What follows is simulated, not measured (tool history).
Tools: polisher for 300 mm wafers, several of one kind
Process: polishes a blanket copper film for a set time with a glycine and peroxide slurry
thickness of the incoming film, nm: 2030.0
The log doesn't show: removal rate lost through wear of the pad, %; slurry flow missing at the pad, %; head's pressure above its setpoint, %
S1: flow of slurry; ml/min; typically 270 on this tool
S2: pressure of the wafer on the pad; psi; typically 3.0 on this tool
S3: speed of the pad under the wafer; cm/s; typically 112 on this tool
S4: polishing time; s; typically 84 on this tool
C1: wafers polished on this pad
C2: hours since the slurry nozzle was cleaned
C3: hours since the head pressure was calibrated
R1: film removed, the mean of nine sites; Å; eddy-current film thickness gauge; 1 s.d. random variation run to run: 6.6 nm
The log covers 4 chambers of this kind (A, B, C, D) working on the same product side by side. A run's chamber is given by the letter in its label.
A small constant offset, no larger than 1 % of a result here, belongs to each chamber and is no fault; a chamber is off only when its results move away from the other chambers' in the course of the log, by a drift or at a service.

| run | hour | S1 | S2 | S3 | S4 | C1 | C2 | C3 | R1 |
|---|---|---|---|---|---|---|---|---|---|
|  | 0.2 | chamber B: worn pad replaced by a new one |
|  | 2.2 | chamber C: worn pad replaced by a new one |
| 1A | 4.0 | 270 | 3.0 | 112 | 84 | 176 | 111.3 | 351.4 | 6010.8 |
| 2D | 7.5 | 270 | 3.0 | 112 | 84 | 553 | 87.7 | 200.9 | 5971.2 |
| 3C | 10.7 | 270 | 3.0 | 112 | 84 | 112 | 332.5 | 118.5 | 5906.6 |
| 4B | 13.0 | 270 | 3.0 | 112 | 84 | 170 | 268.9 | 49.0 | 5802.9 |
| 5C | 15.2 | 270 | 3.0 | 112 | 84 | 172 | 337.0 | 123.0 | 6050.2 |
| 6B | 17.6 | 270 | 3.0 | 90 | 84 | 231 | 273.5 | 53.6 | 5013.9 |
| 7A | 20.2 | 270 | 3.0 | 90 | 84 | 390 | 127.5 | 367.6 | 4962.3 |
| 8D | 24.6 | 270 | 3.0 | 90 | 84 | 779 | 104.8 | 218.0 | 4902.3 |
| 9B | 27.6 | 270 | 3.0 | 90 | 84 | 364 | 283.5 | 63.6 | 4873.3 |
| 10C | 31.5 | 270 | 3.0 | 112 | 84 | 388 | 353.3 | 139.3 | 6121.2 |
| 11A | 35.0 | 270 | 3.0 | 112 | 84 | 586 | 142.3 | 382.4 | 5930.7 |
| 12D | 39.2 | 270 | 3.0 | 112 | 84 | 973 | 119.4 | 232.6 | 5972.5 |
| 13D | 42.0 | 270 | 3.0 | 112 | 84 | 1010 | 122.2 | 235.4 | 6001.0 |
| 14A | 44.6 | 270 | 3.0 | 112 | 84 | 714 | 151.9 | 392.0 | 5796.8 |
| 15C | 48.6 | 270 | 3.0 | 112 | 84 | 615 | 370.4 | 156.4 | 5940.5 |
| 16B | 50.9 | 270 | 3.0 | 112 | 84 | 673 | 306.8 | 86.9 | 5936.8 |
|  | 53.0 | chamber A: worn pad replaced by a new one |
| 17C | 54.3 | 270 | 3.0 | 112 | 84 | 690 | 376.1 | 162.1 | 5960.9 |
| 18A | 56.6 | 270 | 3.0 | 112 | 84 | 47 | 163.9 | 404.0 | 5919.2 |
| 19B | 60.6 | 270 | 3.0 | 112 | 84 | 801 | 316.5 | 96.6 | 5945.4 |
| 20D | 64.3 | 350 | 2.6 | 112 | 84 | 1306 | 144.5 | 257.7 | 5155.0 |
| 21B | 68.8 | 350 | 2.6 | 112 | 84 | 910 | 324.7 | 104.8 | 5306.0 |
| 22A | 71.3 | 350 | 2.6 | 112 | 84 | 242 | 178.6 | 418.7 | 5336.2 |
| 23D | 74.7 | 350 | 2.6 | 112 | 84 | 1443 | 154.9 | 268.1 | 5241.0 |
| 24C | 78.2 | 270 | 3.0 | 112 | 84 | 1007 | 400.0 | 186.0 | 5877.0 |
| 25B | 81.8 | 270 | 3.0 | 112 | 84 | 1082 | 337.7 | 117.8 | 6004.5 |
| 26A | 85.4 | 270 | 3.0 | 112 | 84 | 429 | 192.7 | 432.8 | 5819.4 |
| 27C | 88.8 | 270 | 3.0 | 112 | 84 | 1148 | 410.6 | 196.6 | 5937.0 |
| 28D | 92.0 | 270 | 3.0 | 112 | 84 | 1673 | 172.2 | 285.4 | 5490.7 |
| 29D | 96.1 | 270 | 3.0 | 112 | 84 | 1727 | 176.3 | 289.5 | 5600.5 |
| 30C | 100.8 | 270 | 2.7 | 150 | 84 | 1307 | 422.6 | 208.6 | 6979.7 |
| 31B | 102.8 | 270 | 2.7 | 150 | 84 | 1361 | 358.7 | 138.8 | 6884.6 |
| 32A | 107.2 | 270 | 2.7 | 150 | 84 | 718 | 214.5 | 454.6 | 6934.3 |
|  | 109.3 | chamber B: worn pad replaced by a new one |
| 33C | 111.8 | 270 | 2.7 | 150 | 84 | 1453 | 433.6 | 219.6 | 7007.1 |
| 34B | 114.8 | 240 | 3.0 | 130 | 84 | 73 | 370.7 | 150.8 | 6638.7 |
| 35D | 119.0 | 240 | 3.0 | 130 | 84 | 2031 | 199.2 | 312.4 | 6080.7 |

Predict what each chamber gives when all 4 of them run the settings below next.
| 36A | 122.4 | 270 | 2.3 | 112 | 84 |  |  |  | ? |
| 36B | 122.4 | 270 | 2.3 | 112 | 84 |  |  |  | ? |
| 36C | 122.4 | 270 | 2.3 | 112 | 84 |  |  |  | ? |
| 36D | 122.4 | 270 | 2.3 | 112 | 84 |  |  |  | ? |

| run | R1 |
|---|---|
| 36A | 4675.0 |
| 36B | 4804.4 |
| 36C | 4776.9 |
| 36D | 4371.1 |
